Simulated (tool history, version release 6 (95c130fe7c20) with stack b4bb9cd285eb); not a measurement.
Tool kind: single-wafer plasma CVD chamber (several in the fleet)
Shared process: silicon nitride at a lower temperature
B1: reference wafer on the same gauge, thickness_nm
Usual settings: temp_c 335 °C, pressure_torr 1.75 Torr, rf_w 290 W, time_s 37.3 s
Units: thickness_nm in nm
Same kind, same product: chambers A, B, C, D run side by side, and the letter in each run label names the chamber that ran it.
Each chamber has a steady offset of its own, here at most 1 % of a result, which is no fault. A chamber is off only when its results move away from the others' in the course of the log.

{"run": "1D", "day": 0.55, "temp_c": 335, "pressure_torr": 1.75, "rf_w": 290, "time_s": 37.3, "B1": 51.822, "thickness_nm": 43.563}
{"run": "2C", "day": 0.85, "temp_c": 335, "pressure_torr": 1.75, "rf_w": 290, "time_s": 37.3, "B1": 51.831, "thickness_nm": 44.139}
{"run": "3B", "day": 1.383, "temp_c": 335, "pressure_torr": 1.75, "rf_w": 290, "time_s": 37.3, "B1": 51.839, "thickness_nm": 44.207}
{"run": "4A", "day": 1.946, "temp_c": 335, "pressure_torr": 1.75, "rf_w": 290, "time_s": 37.3, "B1": 51.813, "thickness_nm": 44.376}
{"run": "5A", "day": 2.35, "temp_c": 335, "pressure_torr": 1.75, "rf_w": 290, "time_s": 37.3, "B1": 51.818, "thickness_nm": 44.166}
{"day": 2.496, "done": "chamber A: RF generator calibrated"}
{"run": "6B", "day": 2.742, "temp_c": 335, "pressure_torr": 1.75, "rf_w": 290, "time_s": 37.3, "B1": 51.809, "thickness_nm": 44.372}
{"run": "7D", "day": 3.321, "temp_c": 335, "pressure_torr": 1.75, "rf_w": 290, "time_s": 37.3, "B1": 51.81, "thickness_nm": 43.937}
{"day": 3.375, "done": "chamber A: capacitance manometer re-zeroed and calibrated"}
{"run": "8C", "day": 3.588, "temp_c": 335, "pressure_torr": 1.75, "rf_w": 290, "time_s": 37.3, "B1": 51.814, "thickness_nm": 44.082}
{"run": "9D", "day": 3.871, "temp_c": 335, "pressure_torr": 1.75, "rf_w": 290, "time_s": 37.3, "B1": 51.796, "thickness_nm": 43.828}
{"day": 4.417, "done": "chamber C: RF generator calibrated"}
{"run": "10A", "day": 4.45, "temp_c": 344, "pressure_torr": 1.45, "rf_w": 290, "time_s": 37.3, "B1": 51.78, "thickness_nm": 42.255}
{"run": "11C", "day": 5.038, "temp_c": 344, "pressure_torr": 1.45, "rf_w": 290, "time_s": 37.3, "B1": 51.824, "thickness_nm": 41.614}
{"run": "12B", "day": 5.612, "temp_c": 344, "pressure_torr": 1.45, "rf_w": 290, "time_s": 37.3, "B1": 51.771, "thickness_nm": 42.163}
{"run": "13C", "day": 6.038, "temp_c": 344, "pressure_torr": 1.45, "rf_w": 290, "time_s": 37.3, "B1": 51.823, "thickness_nm": 41.722}
{"run": "14D", "day": 6.567, "temp_c": 335, "pressure_torr": 1.75, "rf_w": 290, "time_s": 37.3, "B1": 51.768, "thickness_nm": 43.856}
{"run": "15A", "day": 6.996, "temp_c": 335, "pressure_torr": 1.75, "rf_w": 290, "time_s": 37.3, "B1": 51.814, "thickness_nm": 44.239}
{"run": "16B", "day": 7.425, "temp_c": 346, "pressure_torr": 1.75, "rf_w": 290, "time_s": 41.9, "B1": 51.785, "thickness_nm": 49.7}
{"run": "17A", "day": 7.683, "temp_c": 346, "pressure_torr": 1.75, "rf_w": 290, "time_s": 41.9, "B1": 51.76, "thickness_nm": 49.254}
{"run": "18B", "day": 7.946, "temp_c": 346, "pressure_torr": 1.75, "rf_w": 290, "time_s": 41.9, "B1": 51.791, "thickness_nm": 49.738}
{"run": "19C", "day": 8.408, "temp_c": 346, "pressure_torr": 1.75, "rf_w": 290, "time_s": 41.9, "B1": 51.84, "thickness_nm": 49.217}
{"run": "20D", "day": 8.983, "temp_c": 335, "pressure_torr": 1.75, "rf_w": 290, "time_s": 37.3, "B1": 51.71, "thickness_nm": 44.104}
{"run": "21D", "day": 9.571, "temp_c": 335, "pressure_torr": 1.75, "rf_w": 290, "time_s": 37.3, "B1": 51.815, "thickness_nm": 43.803}
{"run": "22B", "day": 9.854, "temp_c": 335, "pressure_torr": 1.75, "rf_w": 290, "time_s": 37.3, "B1": 51.776, "thickness_nm": 44.29}
{"run": "23C", "day": 10.421, "temp_c": 340, "pressure_torr": 1.75, "rf_w": 325, "time_s": 37.3, "B1": 51.792, "thickness_nm": 47.546}
{"day": 10.629, "done": "chamber B: capacitance manometer re-zeroed and calibrated"}
{"run": "24A", "day": 10.75, "temp_c": 340, "pressure_torr": 1.75, "rf_w": 325, "time_s": 37.3, "B1": 51.782, "thickness_nm": 47.698}
{"run": "25C", "day": 11.125, "temp_c": 340, "pressure_torr": 1.75, "rf_w": 325, "time_s": 37.3, "B1": 51.775, "thickness_nm": 47.29}
{"run": "26B", "day": 11.538, "temp_c": 340, "pressure_torr": 1.75, "rf_w": 325, "time_s": 37.3, "B1": 51.816, "thickness_nm": 47.905}
{"run": "27A", "day": 11.829, "temp_c": 335, "pressure_torr": 1.75, "rf_w": 290, "time_s": 37.3, "B1": 51.816, "thickness_nm": 44.081}
{"run": "28D", "day": 12.338, "temp_c": 335, "pressure_torr": 1.75, "rf_w": 290, "time_s": 37.3, "B1": 51.829, "thickness_nm": 43.505}
{"day": 12.412, "done": "chamber C: capacitance manometer re-zeroed and calibrated"}
{"run": "29B", "day": 12.879, "temp_c": 335, "pressure_torr": 1.75, "rf_w": 290, "time_s": 37.3, "B1": 51.819, "thickness_nm": 44.361}
{"run": "30C", "day": 13.15, "temp_c": 335, "pressure_torr": 1.75, "rf_w": 290, "time_s": 37.3, "B1": 51.803, "thickness_nm": 44.079}
{"run": "31A", "day": 13.612, "temp_c": 335, "pressure_torr": 1.75, "rf_w": 290, "time_s": 37.3, "B1": 51.801, "thickness_nm": 44.314}
{"day": 13.671, "done": "chamber D: RF generator calibrated"}
{"run": "32D", "day": 13.925, "temp_c": 335, "pressure_torr": 1.75, "rf_w": 290, "time_s": 37.3, "B1": 51.79, "thickness_nm": 43.741}
{"run": "33C", "day": 14.275, "temp_c": 335, "pressure_torr": 1.75, "rf_w": 290, "time_s": 37.3, "B1": 51.805, "thickness_nm": 44.126}
{"run": "34D", "day": 14.55, "temp_c": 335, "pressure_torr": 1.75, "rf_w": 290, "time_s": 37.3, "B1": 51.842, "thickness_nm": 43.709}
{"run": "35B", "day": 14.829, "temp_c": 335, "pressure_torr": 1.49, "rf_w": 290, "time_s": 37.3, "B1": 51.785, "thickness_nm": 42.209}

All chambers now run identical settings, listed one chamber a line with results as question marks. What results will each chamber show?
{"run": "36A", "day": 15.254, "temp_c": 335, "pressure_torr": 1.75, "rf_w": 290, "time_s": 37.3, "thickness_nm": "?"}
{"run": "36B", "day": 15.254, "temp_c": 335, "pressure_torr": 1.75, "rf_w": 290, "time_s": 37.3, "thickness_nm": "?"}
{"run": "36C", "day": 15.254, "temp_c": 335, "pressure_torr": 1.75, "rf_w": 290, "time_s": 37.3, "thickness_nm": "?"}
{"run": "36D", "day": 15.254, "temp_c": 335, "pressure_torr": 1.75, "rf_w": 290, "time_s": 37.3, "thickness_nm": "?"}

run=36A thickness_nm=44.301
run=36B thickness_nm=44.424
run=36C thickness_nm=44.338
run=36D thickness_nm=44.120
